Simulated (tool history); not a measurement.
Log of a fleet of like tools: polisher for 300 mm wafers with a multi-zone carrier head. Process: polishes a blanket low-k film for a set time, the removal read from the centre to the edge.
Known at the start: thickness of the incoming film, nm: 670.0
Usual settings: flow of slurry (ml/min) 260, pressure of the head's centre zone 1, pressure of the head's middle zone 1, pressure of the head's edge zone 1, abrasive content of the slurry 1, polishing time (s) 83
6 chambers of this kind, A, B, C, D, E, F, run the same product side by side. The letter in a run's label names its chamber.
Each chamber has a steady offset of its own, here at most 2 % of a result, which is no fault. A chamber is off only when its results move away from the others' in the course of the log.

run,hour,flow of slurry (ml/min),pressure of the head's centre zone,pressure of the head's middle zone,pressure of the head's edge zone,abrasive content of the slurry,polishing time (s),wafers polished on this pad,hours since the slurry nozzle was cleaned,hours since the centre zone pressure was calibrated,hours since the edge zone pressure was calibrated,film removed at the wafer's centre (angstrom),film removed at mid-radius (angstrom),film removed at the wafer's edge (angstrom)
1B,5.8,260,1,1,1,1,83,1357,350.8,691.7,753.5,239.92,240.89,246.01
# hour 6.3: chamber A: worn pad replaced by a new one
2C,11.5,260,1,1,1,1,83,250,396.2,656.4,107.4,241.44,243.14,244.05
3E,18.5,260,1,1,1,1,83,331,387.9,346.6,577,239.74,241.87,237.19
4D,24,260,1,1,1,1,83,322,358.3,382.4,168.1,240.77,241.27,237.35
# hour 24.2: chamber B: worn pad replaced by a new one
# hour 25.2: chamber F: worn pad replaced by a new one
# hour 26.2: chamber B: centre zone pressure recalibrated
5A,30,260,1,1,1,1,83,194,713,310.1,89,242.77,241.86,238.23
# hour 30.1: chamber F: slurry nozzle cleaned
# hour 31.1: chamber A: centre zone pressure recalibrated
6F,35.9,260,1,1,1,1,83,88,5.9,62.2,885.2,243.92,240.43,245.9
# hour 38.7: chamber C: worn pad replaced by a new one
# hour 41.6: chamber B: edge zone pressure recalibrated
7C,43.1,260,1,1,1,1,83,36,427.8,688,139,243.48,245.79,245.58
8A,50.6,260,1,1,1,1,83,363,733.6,19.6,109.6,247.52,237.35,237.11
# hour 51.8: chamber E: slurry nozzle cleaned
9B,55.7,260,1,1,1,1,83,258,400.7,29.5,14.2,238.95,242.09,243.45
10F,62.7,260,1,1,1,1,83,307,32.7,89,912,244.76,239.39,246.89
11E,70.4,260,1,1,1,1,83,756,18.6,398.5,628.9,240.69,240.32,241.17
# hour 72.3: chamber A: worn pad replaced by a new one
12D,76,260,1,1,1,1,83,748,410.3,434.4,220.1,242.17,248.68,231.78
# hour 81.2: chamber F: edge zone pressure recalibrated
13E,83.8,260,1,1,1,1,83,865,32,411.9,642.3,236.82,242.27,239.02
14A,88.1,260,1,1,1,1,83,129,771.1,57.1,147.1,238.23,234.64,241.26
15C,92.6,260,1,1,1,1,83,441,477.3,737.5,188.5,242.67,245.22,240.54
# hour 98.3: chamber C: worn pad replaced by a new one
16B,98.3,260,1,1,1,1,83,607,443.3,72.1,56.8,245.15,244.23,241.28
# hour 98.8: chamber C: slurry nozzle cleaned
17F,105.1,260,1,1,1,1,83,655,75.1,131.4,24,243.88,242.83,238.08
18D,113,260,1,1,1,1,83,1051,447.3,471.4,257.1,241.85,239.14,239.63
19E,116.6,260,1,1,1,1,83,1134,64.8,444.7,675.1,238.08,241.78,239.09
# hour 118.5: chamber A: slurry nozzle cleaned
20C,120.1,260,1,1,1,1,83,179,21.4,765,216,240.65,241.06,238.95
21A,125.6,260,1,1,1,1,83,436,7.1,94.6,184.6,242.08,243.91,244.47
22F,130.8,260,1,1,1,1,83,865,100.8,157.1,49.7,246.84,237.74,236.66
23B,138.5,260,1,1,1,1,83,936,483.5,112.3,97,238.09,238.68,242.73
# hour 141.7: chamber A: worn pad replaced by a new one
24D,145.7,260,1,1,1,1,83,1319,480,504.1,289.8,242.39,245.89,243.02
25D,151.3,260,1,1,1,1,83,1365,485.6,509.7,295.4,241.51,241.79,235.74
26A,156,260,1,1,1,1,83,117,37.5,125,215,244.3,242.63,241.01
27E,163.1,260,1,1,1,1,83,1515,111.3,491.2,721.6,229.29,235.02,227.87
# hour 168.2: chamber D: worn pad replaced by a new one
# hour 168.3: chamber C: worn pad replaced by a new one
28C,169.4,260,1,1,1,1,83,9,70.7,814.3,265.3,238.98,249.43,233.24
29B,173.1,260,1,1,1,1,83,1219,518.1,146.9,131.6,239.85,240.39,244.12
# hour 173.2: chamber F: worn pad replaced by a new one
30F,180.3,260,1,1,1,1,83,58,150.3,206.6,99.2,248.74,240.3,245.58
31C,185.6,260,1,1,1,1,83,142,86.9,830.5,281.5,244.32,243.4,244.49
32A,191.9,260,1,1,1,1,83,411,73.4,160.9,250.9,239.02,240.6,239.92
# hour 195.1: chamber B: worn pad replaced by a new one
33D,199.1,260,0.94,0.96,1,1,83,253,533.4,557.5,343.2,225.89,232.57,238.57
# hour 202.5: chamber A: worn pad replaced by a new one
34F,206.2,260,0.94,0.96,1,1,83,270,176.2,232.5,125.1,230.2,228.17,239.72
35B,211.2,260,0.94,0.96,1,1,83,131,556.2,185,169.7,225.42,235.6,238.02
36E,215.8,260,0.94,0.96,1,1,83,1947,164,543.9,774.3,205.88,212.86,223.52
37F,220.7,260,0.94,0.96,1,1,83,389,190.7,247,139.6,230.14,231.49,243.24
38A,226.4,260,0.94,0.96,1,1,83,196,107.9,195.4,285.4,225.69,231.31,237.07
39C,231.3,260,1,1,1,1,83,516,132.6,876.2,327.2,236.38,244.1,246.13
40D,238.2,260,1,1,1,1,83,573,572.5,596.6,382.3,241.21,244.48,240.58
41E,245.9,260,1,1,1,1,83,2193,194.1,574,804.4,214.36,222.53,218.92

Is one chamber off against the others, does the gauge drift, or is nothing wrong? If a chamber is off, say which, and what the likeliest cause is.

Chamber E drifts away from the others.
Cause: removal rate lost through wear of the pad, % = 10.5.

Here are 4 candidates for chamber E's next run, each the usual settings with a change, their results left as question marks. Which one brings its results back in line with what the others give on the usual settings?
In line means no further than this from the other chambers' mean on the usual settings: film removed at the wafer's centre (angstrom) 9.9; film removed at mid-radius (angstrom) 11; film removed at the wafer's edge (angstrom) 12
42E-1,251.7,260,1.01,1,1,1,86,,,,,?,?,?
42E-2,251.7,265,1.01,1,1,1.05,91,,,,,?,?,?
42E-3,251.7,260,0.99,1,1,1,80,,,,,?,?,?
42E-4,251.7,255,0.99,1,1,0.95,75,,,,,?,?,?

The other chambers' mean on the usual settings: film removed at the wafer's centre (angstrom) 242.17; film removed at mid-radius (angstrom) 242.51; film removed at the wafer's edge (angstrom) 240.42
run,film removed at the wafer's centre (angstrom),film removed at mid-radius (angstrom),film removed at the wafer's edge (angstrom)
42E-1,225.11,225.16,221.89
42E-2,243.92,243.92,240.25
42E-3,204.84,209.48,206.41
42E-4,187.2,191.48,188.78
42E-2 brings the chamber back in line.
